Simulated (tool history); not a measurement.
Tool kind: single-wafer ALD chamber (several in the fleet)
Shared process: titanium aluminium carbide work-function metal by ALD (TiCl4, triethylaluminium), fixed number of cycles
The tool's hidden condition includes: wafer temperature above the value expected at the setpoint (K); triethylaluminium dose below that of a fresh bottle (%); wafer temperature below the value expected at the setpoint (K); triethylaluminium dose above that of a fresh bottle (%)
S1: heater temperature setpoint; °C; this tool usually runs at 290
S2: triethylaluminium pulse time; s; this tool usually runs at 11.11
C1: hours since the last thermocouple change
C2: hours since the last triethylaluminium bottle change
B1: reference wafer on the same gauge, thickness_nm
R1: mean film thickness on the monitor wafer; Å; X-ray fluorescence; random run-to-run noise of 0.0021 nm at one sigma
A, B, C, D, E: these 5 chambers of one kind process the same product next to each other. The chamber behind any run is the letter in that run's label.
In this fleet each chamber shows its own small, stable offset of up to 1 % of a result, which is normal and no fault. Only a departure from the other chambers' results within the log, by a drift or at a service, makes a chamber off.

Run 1C, day 0.283: usual settings; C1 802.1; C2 333.8; B1 1.8003. Result: R1 19.459 Å.
Run 2B, day 0.542: usual settings; C1 544; C2 159.8; B1 1.8002. Result: R1 19.28 Å.
Run 3D, day 0.8: usual settings; C1 1582; C2 271.4; B1 1.8004. Result: R1 19.316 Å.
Run 4E, day 1.221: usual settings; C1 1406.8; C2 470.1; B1 1.8012. Result: R1 19.398 Å.
Run 5A, day 1.483: usual settings; C1 874.5; C2 695.3; B1 1.8007. Result: R1 19.396 Å.
Run 6C, day 1.85: usual settings; C1 839.7; C2 371.4; B1 1.8017. Result: R1 19.445 Å.
Run 7A, day 2.142: usual settings; C1 890.3; C2 711.1; B1 1.8013. Result: R1 19.352 Å.
Run 8B, day 2.458: usual settings; C1 590; C2 205.8; B1 1.8018. Result: R1 19.31 Å.
Run 9D, day 2.804: usual settings; C1 1630.1; C2 319.5; B1 1.8019. Result: R1 19.312 Å.
Run 10E, day 3.083: usual settings; C1 1451.5; C2 514.8; B1 1.8024. Result: R1 19.436 Å.
Run 11E, day 3.325: usual settings; C1 1457.3; C2 520.6; B1 1.8029. Result: R1 19.425 Å.
At day 3.679: chamber E: thermocouple changed; heater temperature recalibrated.
Run 12B, day 3.696: usual settings; C1 619.7; C2 235.5; B1 1.8022. Result: R1 19.31 Å.
Run 13A, day 3.975: usual settings; C1 934.3; C2 755.1; B1 1.8027. Result: R1 19.426 Å.
Run 14D, day 4.333: usual settings but S1 300 °C, S2 14.6 s; C1 1666.8; C2 356.2; B1 1.8034. Result: R1 20.508 Å.
Run 15C, day 4.7: usual settings but S1 300 °C, S2 14.6 s; C1 908.1; C2 439.8; B1 1.8031. Result: R1 20.674 Å.
Run 16C, day 4.958: usual settings but S1 300 °C, S2 14.6 s; C1 914.3; C2 446; B1 1.8027. Result: R1 20.737 Å.
Run 17D, day 5.325: usual settings but S1 300 °C, S2 14.6 s; C1 1690.6; C2 380; B1 1.8035. Result: R1 20.525 Å.
Run 18A, day 5.696: usual settings but S1 300 °C, S2 14.6 s; C1 975.6; C2 796.4; B1 1.804. Result: R1 20.594 Å.
Run 19E, day 5.983: usual settings; C1 55.4; C2 584.4; B1 1.804. Result: R1 19.398 Å.
Run 20B, day 6.325: usual settings; C1 682.8; C2 298.6; B1 1.8043. Result: R1 19.336 Å.
Run 21E, day 6.733: usual settings; C1 73.4; C2 602.4; B1 1.8048. Result: R1 19.438 Å.
Run 22D, day 6.967: usual settings; C1 1730; C2 419.4; B1 1.8049. Result: R1 19.332 Å.
Run 23C, day 7.238: usual settings; C1 969; C2 500.7; B1 1.805. Result: R1 19.492 Å.
Run 24A, day 7.504: usual settings but S1 285 °C, S2 8.34 s; C1 1019; C2 839.8; B1 1.8049. Result: R1 18.28 Å.
Run 25B, day 7.904: usual settings but S1 285 °C, S2 8.34 s; C1 720.7; C2 336.5; B1 1.8052. Result: R1 18.235 Å.
Run 26D, day 8.233: usual settings but S1 285 °C, S2 8.34 s; C1 1760.4; C2 449.8; B1 1.8061. Result: R1 18.259 Å.
Run 27A, day 8.671: usual settings but S1 285 °C, S2 8.34 s; C1 1047; C2 867.8; B1 1.806. Result: R1 18.313 Å.
Run 28B, day 9.071: usual settings but S1 285 °C, S2 8.34 s; C1 748.7; C2 364.5; B1 1.8059. Result: R1 18.24 Å.
Run 29C, day 9.267: usual settings; C1 1017.7; C2 549.4; B1 1.8059. Result: R1 19.532 Å.
Run 30E, day 9.65: usual settings; C1 143.4; C2 672.4; B1 1.8065. Result: R1 19.49 Å.
Run 31D, day 9.85: usual settings; C1 1799.2; C2 488.6; B1 1.8068. Result: R1 19.333 Å.
Run 32C, day 10.092: usual settings; C1 1037.5; C2 569.2; B1 1.8066. Result: R1 19.552 Å.
Run 33E, day 10.442: usual settings; C1 162.4; C2 691.4; B1 1.8071. Result: R1 19.486 Å.
Run 34A, day 10.662: usual settings; C1 1094.8; C2 915.6; B1 1.8071. Result: R1 19.448 Å.
Run 35B, day 11.096: usual settings; C1 797.3; C2 413.1; B1 1.8069. Result: R1 19.377 Å.
Run 36D, day 11.412: usual settings; C1 1836.7; C2 526.1; B1 1.8076. Result: R1 19.394 Å.
Run 37B, day 11.642: usual settings; C1 810.4; C2 426.2; B1 1.8079. Result: R1 19.377 Å.

Next, all 5 chambers run the settings below, one line each with question marks for the results. What does each chamber give?
Run 38A, day 11.962: usual settings. Result: R1 ?.
Run 38B, day 11.962: usual settings. Result: R1 ?.
Run 38C, day 11.962: usual settings. Result: R1 ?.
Run 38D, day 11.962: usual settings. Result: R1 ?.
Run 38E, day 11.962: usual settings. Result: R1 ?.

run      R1
38A   19.45
38B  19.361
38C  19.531
38D   19.34
38E  19.476
